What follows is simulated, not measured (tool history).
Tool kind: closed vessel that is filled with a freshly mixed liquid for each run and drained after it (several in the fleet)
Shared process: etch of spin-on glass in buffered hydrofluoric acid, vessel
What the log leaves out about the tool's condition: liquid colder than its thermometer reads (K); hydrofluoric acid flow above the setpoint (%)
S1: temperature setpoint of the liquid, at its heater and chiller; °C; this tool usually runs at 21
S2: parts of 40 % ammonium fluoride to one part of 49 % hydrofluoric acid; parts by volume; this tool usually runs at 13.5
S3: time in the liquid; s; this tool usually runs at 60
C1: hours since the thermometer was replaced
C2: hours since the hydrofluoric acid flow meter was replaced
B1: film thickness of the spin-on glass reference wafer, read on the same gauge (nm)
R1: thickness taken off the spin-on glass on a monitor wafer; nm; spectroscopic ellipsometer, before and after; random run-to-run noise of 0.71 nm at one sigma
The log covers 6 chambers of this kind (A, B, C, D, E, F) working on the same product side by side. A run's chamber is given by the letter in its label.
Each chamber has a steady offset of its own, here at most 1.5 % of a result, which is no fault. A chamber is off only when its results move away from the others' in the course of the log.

{"run": "1A", "hour": 3.8, "S1": 21, "S2": 13.5, "S3": 60, "C1": 2425.3, "C2": 159.4, "B1": 100.04, "R1": 135.06}
{"run": "2F", "hour": 8.9, "S1": 21, "S2": 13.5, "S3": 60, "C1": 678.2, "C2": 314.8, "B1": 100.01, "R1": 131.89}
{"run": "3C", "hour": 14.0, "S1": 21, "S2": 13.5, "S3": 60, "C1": 1615.3, "C2": 1515.5, "B1": 99.98, "R1": 133.45}
{"run": "4E", "hour": 17.7, "S1": 21, "S2": 13.5, "S3": 60, "C1": 1877.4, "C2": 339.9, "B1": 100.01, "R1": 134.76}
{"run": "5D", "hour": 20.9, "S1": 21, "S2": 13.5, "S3": 60, "C1": 48.2, "C2": 948.6, "B1": 100.02, "R1": 134.34}
{"run": "6B", "hour": 25.7, "S1": 21, "S2": 13.5, "S3": 60, "C1": 1082.9, "C2": 1328.6, "B1": 100.01, "R1": 134.39}
{"run": "7B", "hour": 29.4, "S1": 21, "S2": 13.5, "S3": 60, "C1": 1086.6, "C2": 1332.3, "B1": 99.963, "R1": 133.82}
{"run": "8A", "hour": 35.4, "S1": 26, "S2": 13.5, "S3": 70, "C1": 2456.9, "C2": 191, "B1": 99.955, "R1": 204.68}
{"run": "9E", "hour": 40.6, "S1": 26, "S2": 13.5, "S3": 70, "C1": 1900.3, "C2": 362.8, "B1": 99.996, "R1": 205.45}
{"run": "10F", "hour": 45.6, "S1": 26, "S2": 13.5, "S3": 70, "C1": 714.9, "C2": 351.5, "B1": 99.961, "R1": 201.74}
{"hour": 46.0, "done": "chamber E: hydrofluoric acid flow meter replaced"}
{"run": "11C", "hour": 50.6, "S1": 26, "S2": 13.5, "S3": 70, "C1": 1651.9, "C2": 1552.1, "B1": 100, "R1": 205.98}
{"run": "12D", "hour": 54.6, "S1": 26, "S2": 13.5, "S3": 70, "C1": 81.9, "C2": 982.3, "B1": 100.04, "R1": 207.51}
{"run": "13C", "hour": 60.3, "S1": 26, "S2": 13.5, "S3": 70, "C1": 1661.6, "C2": 1561.8, "B1": 99.958, "R1": 206.86}
{"run": "14D", "hour": 63.1, "S1": 21, "S2": 18, "S3": 60, "C1": 90.4, "C2": 990.8, "B1": 99.989, "R1": 102.15}
{"run": "15A", "hour": 69.1, "S1": 21, "S2": 18, "S3": 60, "C1": 2490.6, "C2": 224.7, "B1": 99.984, "R1": 101.22}
{"run": "16E", "hour": 73.2, "S1": 21, "S2": 18, "S3": 60, "C1": 1932.9, "C2": 27.3, "B1": 100.01, "R1": 101.31}
{"run": "17B", "hour": 79.2, "S1": 21, "S2": 18, "S3": 60, "C1": 1136.4, "C2": 1382.1, "B1": 100, "R1": 102.52}
{"run": "18F", "hour": 85.0, "S1": 21, "S2": 18, "S3": 60, "C1": 754.3, "C2": 390.9, "B1": 100.01, "R1": 99.839}
{"run": "19C", "hour": 89.7, "S1": 21, "S2": 18, "S3": 60, "C1": 1691, "C2": 1591.2, "B1": 100.01, "R1": 100.02}
{"run": "20B", "hour": 95.6, "S1": 21, "S2": 13.5, "S3": 60, "C1": 1152.8, "C2": 1398.5, "B1": 100.04, "R1": 136.13}
{"run": "21D", "hour": 99.8, "S1": 21, "S2": 13.5, "S3": 60, "C1": 127.1, "C2": 1027.5, "B1": 99.998, "R1": 135.18}
{"run": "22F", "hour": 102.5, "S1": 21, "S2": 13.5, "S3": 60, "C1": 771.8, "C2": 408.4, "B1": 100, "R1": 132.67}
{"run": "23A", "hour": 105.8, "S1": 21, "S2": 13.5, "S3": 60, "C1": 2527.3, "C2": 261.4, "B1": 100, "R1": 135.4}
{"hour": 106.3, "done": "chamber D: hydrofluoric acid flow meter replaced"}
{"run": "24E", "hour": 110.0, "S1": 21, "S2": 13.5, "S3": 60, "C1": 1969.7, "C2": 64.1, "B1": 100.02, "R1": 134.87}
{"run": "25A", "hour": 113.5, "S1": 21, "S2": 13.5, "S3": 60, "C1": 2535, "C2": 269.1, "B1": 100.02, "R1": 134.63}
{"hour": 116.6, "done": "chamber A: thermometer replaced"}
{"run": "26B", "hour": 119.6, "S1": 21, "S2": 9, "S3": 60, "C1": 1176.8, "C2": 1422.5, "B1": 100.01, "R1": 193.71}
{"hour": 122.1, "done": "chamber F: thermometer replaced"}
{"hour": 123.3, "done": "chamber C: hydrofluoric acid flow meter replaced"}
{"run": "27D", "hour": 124.5, "S1": 21, "S2": 9, "S3": 60, "C1": 151.8, "C2": 18.2, "B1": 99.972, "R1": 193.96}
{"run": "28F", "hour": 127.7, "S1": 21, "S2": 9, "S3": 60, "C1": 5.7, "C2": 433.6, "B1": 99.979, "R1": 187.51}
{"run": "29C", "hour": 133.1, "S1": 21, "S2": 9, "S3": 60, "C1": 1734.4, "C2": 9.8, "B1": 100, "R1": 193.47}
{"run": "30E", "hour": 136.3, "S1": 21, "S2": 9, "S3": 60, "C1": 1996, "C2": 90.4, "B1": 99.945, "R1": 191.4}
{"run": "31D", "hour": 139.7, "S1": 21, "S2": 9, "S3": 60, "C1": 167, "C2": 33.4, "B1": 99.981, "R1": 193.99}
{"run": "32C", "hour": 142.8, "S1": 21, "S2": 13.5, "S3": 60, "C1": 1744.1, "C2": 19.5, "B1": 99.962, "R1": 133.16}
{"run": "33B", "hour": 146.9, "S1": 21, "S2": 13.5, "S3": 60, "C1": 1204.1, "C2": 1449.8, "B1": 100.01, "R1": 135.52}
{"run": "34A", "hour": 151.4, "S1": 21, "S2": 13.5, "S3": 60, "C1": 34.8, "C2": 307, "B1": 99.999, "R1": 134.53}
{"run": "35F", "hour": 155.7, "S1": 21, "S2": 13.5, "S3": 60, "C1": 33.7, "C2": 461.6, "B1": 100.01, "R1": 133}
{"run": "36E", "hour": 161.4, "S1": 21, "S2": 13.5, "S3": 60, "C1": 2021.1, "C2": 115.5, "B1": 99.975, "R1": 133.5}
{"run": "37E", "hour": 165.5, "S1": 21, "S2": 13.5, "S3": 60, "C1": 2025.2, "C2": 119.6, "B1": 99.928, "R1": 135.08}
{"run": "38A", "hour": 169.4, "S1": 21, "S2": 13.5, "S3": 60, "C1": 52.8, "C2": 325, "B1": 100, "R1": 134.45}
{"run": "39B", "hour": 172.0, "S1": 21, "S2": 13.5, "S3": 60, "C1": 1229.2, "C2": 1474.9, "B1": 99.977, "R1": 135.33}
{"run": "40D", "hour": 175.0, "S1": 21, "S2": 17.5, "S3": 40, "C1": 202.3, "C2": 68.7, "B1": 99.997, "R1": 68.921}
{"run": "41C", "hour": 180.0, "S1": 21, "S2": 17.5, "S3": 40, "C1": 1781.3, "C2": 56.7, "B1": 99.976, "R1": 68.805}
{"run": "42F", "hour": 184.1, "S1": 21, "S2": 17.5, "S3": 40, "C1": 62.1, "C2": 490, "B1": 100.03, "R1": 68.544}
{"run": "43B", "hour": 188.3, "S1": 21, "S2": 17.5, "S3": 40, "C1": 1245.5, "C2": 1491.2, "B1": 100.05, "R1": 70.159}

Each of the 6 chambers runs these same settings next. Fill in every chamber's results:
{"run": "44A", "hour": 192.6, "S1": 21, "S2": 13.5, "S3": 30, "R1": "?"}
{"run": "44B", "hour": 192.6, "S1": 21, "S2": 13.5, "S3": 30, "R1": "?"}
{"run": "44C", "hour": 192.6, "S1": 21, "S2": 13.5, "S3": 30, "R1": "?"}
{"run": "44D", "hour": 192.6, "S1": 21, "S2": 13.5, "S3": 30, "R1": "?"}
{"run": "44E", "hour": 192.6, "S1": 21, "S2": 13.5, "S3": 30, "R1": "?"}
{"run": "44F", "hour": 192.6, "S1": 21, "S2": 13.5, "S3": 30, "R1": "?"}

run=44A R1=67.17
run=44B R1=66.951
run=44C R1=66.426
run=44D R1=66.55
run=44E R1=67.102
run=44F R1=66.623
